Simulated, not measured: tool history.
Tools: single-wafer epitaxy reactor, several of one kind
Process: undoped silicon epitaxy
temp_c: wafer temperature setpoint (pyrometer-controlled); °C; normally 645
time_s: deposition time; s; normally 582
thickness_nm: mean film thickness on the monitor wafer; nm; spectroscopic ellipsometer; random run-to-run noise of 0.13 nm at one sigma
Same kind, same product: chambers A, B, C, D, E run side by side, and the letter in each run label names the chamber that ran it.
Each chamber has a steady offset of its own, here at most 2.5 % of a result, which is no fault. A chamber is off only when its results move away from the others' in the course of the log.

run   hour  temp_c  time_s  read-back reference wafer on the same gauge, thickness_nm  thickness_nm
 1A    2.7     645     582                                                     104.67        87.781
 2E      8     645     582                                                     104.67        87.516
 3B   12.4     645     582                                                     104.63         86.89
 4C   18.2     645     582                                                     104.62         85.61
 5D   24.1     645     582                                                     104.63         88.18
 6D   29.4     645     582                                                     104.56        87.833
 7B     33     645     582                                                     104.55        86.967
 8E   37.4     645     582                                                     104.55        87.433
 9A   40.3     645     582                                                     104.52        87.528
10C   44.2     645     582                                                     104.46        85.434
11B     48     656     480                                                     104.53        91.037
12C   53.2     656     480                                                     104.48        89.761
13E   57.3     656     480                                                     104.48        91.591
14A   63.4     656     480                                                     104.43        91.546
15D   67.6     656     480                                                     104.44        91.541
16A   73.7     645     582                                                      104.4        87.606
17B   76.5     656     472                                                     104.42        89.327
18D   81.8     656     472                                                     104.35        90.227
19C   84.9     656     472                                                     104.35        88.151
20E   90.3     656     472                                                     104.38         89.67
21E     95     656     472                                                     104.33        90.035
22D  100.9     645     582                                                     104.31        87.231
23B  106.6     645     582                                                     104.25        86.439
24A  110.4     645     582                                                     104.28        87.369
25C  115.1     656     665                                                     104.22        124.08
26C  118.4     656     665                                                     104.22         124.1
27D  121.3     656     665                                                     104.18        126.64
28B  125.6     656     665                                                     104.17        126.06
29A  131.1     656     665                                                     104.14        126.31
30E  136.2     645     582                                                     104.13        86.805
31A  142.3     645     582                                                     104.09        87.158
32C  147.3     645     582                                                     104.12        84.978

Which is it: a chamber that has drifted or been left off by a service, a gauge drift common to all chambers, or only each chamber's usual small offset? If a chamber is off, name it and its likeliest cause.

None of the chambers is off. What moves is the gauge, dragging all their readings along together.
What lies behind it: gauge reads low (%) = 0.594.
